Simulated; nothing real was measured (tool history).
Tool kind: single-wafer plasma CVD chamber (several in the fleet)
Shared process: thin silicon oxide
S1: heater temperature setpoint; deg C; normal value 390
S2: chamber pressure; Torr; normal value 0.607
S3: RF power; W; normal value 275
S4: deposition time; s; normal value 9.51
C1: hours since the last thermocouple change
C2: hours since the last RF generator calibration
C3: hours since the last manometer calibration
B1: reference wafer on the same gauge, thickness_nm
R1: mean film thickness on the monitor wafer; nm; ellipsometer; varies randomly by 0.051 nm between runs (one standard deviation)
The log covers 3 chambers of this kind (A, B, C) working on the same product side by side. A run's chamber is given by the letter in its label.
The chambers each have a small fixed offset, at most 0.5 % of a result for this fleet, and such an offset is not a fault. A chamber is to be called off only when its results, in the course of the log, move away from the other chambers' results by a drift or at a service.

run,hour,S1,S2,S3,S4,C1,C2,C3,B1,R1
1A,14.2,390,0.607,275,9.51,962.9,1108.7,1549.5,13.21,12.706
2B,22.6,390,0.607,275,9.51,2400.4,1143.8,580.9,13.206,12.671
3C,35.1,390,0.607,275,9.51,690.3,2397.7,440,13.194,12.614
# hour 45: chamber A: RF generator calibrated
# hour 45.7: chamber B: RF generator calibrated
4A,46.2,390,0.607,275,9.51,994.9,1.3,1581.5,13.202,12.867
5C,55.3,390,0.607,275,9.51,710.5,2417.9,460.2,13.207,12.64
6B,62.5,390,0.607,275,9.51,2440.3,16.9,620.8,13.194,12.719
7B,69.2,383,0.607,275,9.51,2447,23.6,627.5,13.198,12.823
8C,82.1,383,0.607,275,9.51,737.3,2444.7,487,13.197,12.698
9A,88.7,383,0.607,275,9.51,1037.4,43.8,1624,13.198,12.809
# hour 97.1: chamber C: RF generator calibrated
10C,98.8,390,0.607,275,9.51,754,1.7,503.7,13.188,12.798
11A,105.5,390,0.607,275,9.51,1054.2,60.6,1640.8,13.196,12.754
12B,114.9,390,0.607,275,9.51,2492.7,69.3,673.2,13.206,12.715
13C,124.4,390,0.607,275,9.51,779.6,27.3,529.3,13.188,12.797
14A,135.5,390,0.607,275,9.51,1084.2,90.6,1670.8,13.188,12.771
# hour 142.5: chamber A: capacitance manometer re-zeroed and calibrated
15B,149.1,390,0.607,275,9.51,2526.9,103.5,707.4,13.18,12.727
16B,162.3,390,0.607,275,9.51,2540.1,116.7,720.6,13.207,12.707
17A,176.3,390,0.693,325,9.51,1125,131.4,33.9,13.204,16.598
18C,183,390,0.693,325,9.51,838.2,85.9,587.9,13.202,15.741
19C,194.7,390,0.693,325,9.51,849.9,97.6,599.6,13.192,15.897
20B,203.9,390,0.607,275,9.51,2581.7,158.3,762.2,13.205,12.791
21A,214.4,390,0.607,275,9.51,1163.1,169.5,72,13.196,13.497
22A,223.6,390,0.607,275,9.51,1172.3,178.7,81.2,13.192,13.496
23C,230,390,0.607,275,11.11,885.2,132.9,634.9,13.2,15.016
24B,242.5,390,0.607,275,11.11,2620.3,196.9,800.8,13.198,14.923
25C,253.1,390,0.607,275,11.11,908.3,156,658,13.211,14.938
26A,266.4,390,0.607,275,9.51,1215.1,221.5,124,13.199,13.533
27B,277.6,390,0.607,275,9.51,2655.4,232,835.9,13.187,12.704
28C,288.9,390,0.607,275,9.51,944.1,191.8,693.8,13.19,12.837
# hour 301: chamber B: thermocouple changed; heater temperature recalibrated
29B,301.2,398,0.607,275,9.51,0.2,255.6,859.5,13.203,12.605
30A,309.8,398,0.607,275,9.51,1258.5,264.9,167.4,13.208,13.408
31B,322.1,398,0.607,275,9.51,21.1,276.5,880.4,13.202,12.661
32C,332.2,390,0.607,275,8.51,987.4,235.1,737.1,13.195,11.484
33A,342.4,390,0.607,275,8.51,1291.1,297.5,200,13.21,12.036
34A,355.6,390,0.607,275,8.51,1304.3,310.7,213.2,13.197,12.008
35B,367.9,390,0.607,275,9.51,66.9,322.3,926.2,13.206,12.754
36C,376.5,390,0.607,275,9.51,1031.7,279.4,781.4,13.22,12.858
37C,386.7,390,0.607,275,9.51,1041.9,289.6,791.6,13.214,12.872
38B,400.7,390,0.607,275,9.51,99.7,355.1,959,13.213,12.647
39A,410.4,395,0.607,275,9.51,1359.1,365.5,268,13.191,13.443

For the next run the whole fleet of 3 chambers uses the same settings. Give each chamber's results:
40A,420.8,390,0.607,275,9.51,,,,,?
40B,420.8,390,0.607,275,9.51,,,,,?
40C,420.8,390,0.607,275,9.51,,,,,?

run,R1
40A,13.482
40B,12.755
40C,12.78

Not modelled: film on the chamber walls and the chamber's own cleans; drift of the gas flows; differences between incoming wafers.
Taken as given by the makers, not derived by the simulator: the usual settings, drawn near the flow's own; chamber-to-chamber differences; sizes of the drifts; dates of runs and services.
